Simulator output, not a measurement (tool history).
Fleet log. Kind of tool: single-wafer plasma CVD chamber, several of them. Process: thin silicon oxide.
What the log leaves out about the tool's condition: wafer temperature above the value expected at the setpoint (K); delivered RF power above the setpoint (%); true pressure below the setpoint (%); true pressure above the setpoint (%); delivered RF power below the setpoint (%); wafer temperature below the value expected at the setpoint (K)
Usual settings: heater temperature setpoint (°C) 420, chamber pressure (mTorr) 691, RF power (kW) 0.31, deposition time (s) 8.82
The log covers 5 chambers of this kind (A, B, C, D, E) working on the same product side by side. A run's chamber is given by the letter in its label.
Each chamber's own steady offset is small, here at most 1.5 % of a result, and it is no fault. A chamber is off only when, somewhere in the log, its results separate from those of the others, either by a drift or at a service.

run,hour,heater temperature setpoint (°C),chamber pressure (mTorr),RF power (kW),deposition time (s),hours since the last thermocouple change,hours since the last RF generator calibration,hours since the last manometer calibration,"read-back reference wafer on the same gauge, thickness_nm",mean film thickness on the monitor wafer (Å)
1A,9,420,691,0.31,8.82,839.2,1243.5,82,16.301,141.93
2D,19.9,420,691,0.31,8.82,1256.1,1101.4,433.6,16.313,140.3
3E,31.5,420,691,0.31,8.82,239.3,240.7,94.2,16.285,141.08
4B,40.2,420,691,0.31,8.82,791.9,1399.6,1403,16.314,141.09
5C,48.9,420,691,0.31,8.82,717.1,1025.4,1944.9,16.306,138.21
6A,58.6,420,691,0.31,8.82,888.8,1293.1,131.6,16.288,142.52
7D,66.9,420,691,0.31,8.82,1303.1,1148.4,480.6,16.276,141.18
8B,77.8,420,691,0.31,8.82,829.5,1437.2,1440.6,16.312,140.92
9E,90.9,420,691,0.31,8.82,298.7,300.1,153.6,16.313,140.31
10C,101.7,420,691,0.31,8.82,769.9,1078.2,1997.7,16.308,140.6
11E,112.6,420,691,0.31,8.82,320.4,321.8,175.3,16.299,140.33
12C,126.2,420,691,0.31,8.82,794.4,1102.7,2022.2,16.301,139.6
13B,135.9,420,691,0.31,8.82,887.6,1495.3,1498.7,16.289,139.34
14A,147.9,420,691,0.31,8.82,978.1,1382.4,220.9,16.295,140.95
15D,157.3,414,691,0.29,8.82,1393.5,1238.8,571,16.289,136.75
16D,168.7,414,691,0.29,8.82,1404.9,1250.2,582.4,16.296,136.52
# hour 173.5: chamber B: capacitance manometer re-zeroed and calibrated
17E,176.8,414,691,0.29,8.82,384.6,386,239.5,16.302,137.26
18B,190.4,414,691,0.29,8.82,942.1,1549.8,17,16.299,135.21
19C,201.3,414,691,0.29,8.82,869.5,1177.8,2097.3,16.292,136.62
20A,207.2,420,691,0.31,8.82,1037.4,1441.7,280.2,16.286,143.3
# hour 210.8: chamber D: RF generator calibrated
21D,215.2,420,691,0.31,8.82,1451.4,4.5,628.9,16.309,141.01
22A,226.5,420,691,0.31,8.82,1056.7,1461,299.5,16.311,141.97
# hour 226.7: chamber C: capacitance manometer re-zeroed and calibrated
23E,239.9,420,691,0.31,8.82,447.7,449.1,302.6,16.331,140.48
24B,247.3,429,691,0.31,8.82,999,1606.7,73.9,16.284,139.31
25C,255.4,429,691,0.31,8.82,923.6,1231.9,28.7,16.304,138.28
26B,266.4,429,691,0.31,8.82,1018.1,1625.8,93,16.291,140.59
27E,276.5,429,691,0.31,8.82,484.3,485.7,339.2,16.312,138.69
28A,287.3,429,691,0.31,8.82,1117.5,1521.8,360.3,16.29,140.42
29D,296.4,420,559,0.31,8.82,1532.6,85.7,710.1,16.332,112.44
30C,305.6,420,559,0.31,8.82,973.8,1282.1,78.9,16.303,110.61
# hour 312.7: chamber D: thermocouple changed; heater temperature recalibrated
31B,317.1,420,559,0.31,8.82,1068.8,1676.5,143.7,16.304,110.94
32D,325.4,420,559,0.31,8.82,12.7,114.7,739.1,16.3,112.38

For the next run the whole fleet of 5 chambers uses the same settings. Give each chamber's results:
33A,335.2,420,691,0.345,8.82,,,,,?
33B,335.2,420,691,0.345,8.82,,,,,?
33C,335.2,420,691,0.345,8.82,,,,,?
33D,335.2,420,691,0.345,8.82,,,,,?
33E,335.2,420,691,0.345,8.82,,,,,?

run,mean film thickness on the monitor wafer (Å)
33A,146.81
33B,147.73
33C,145.71
33D,147.06
33E,146.29
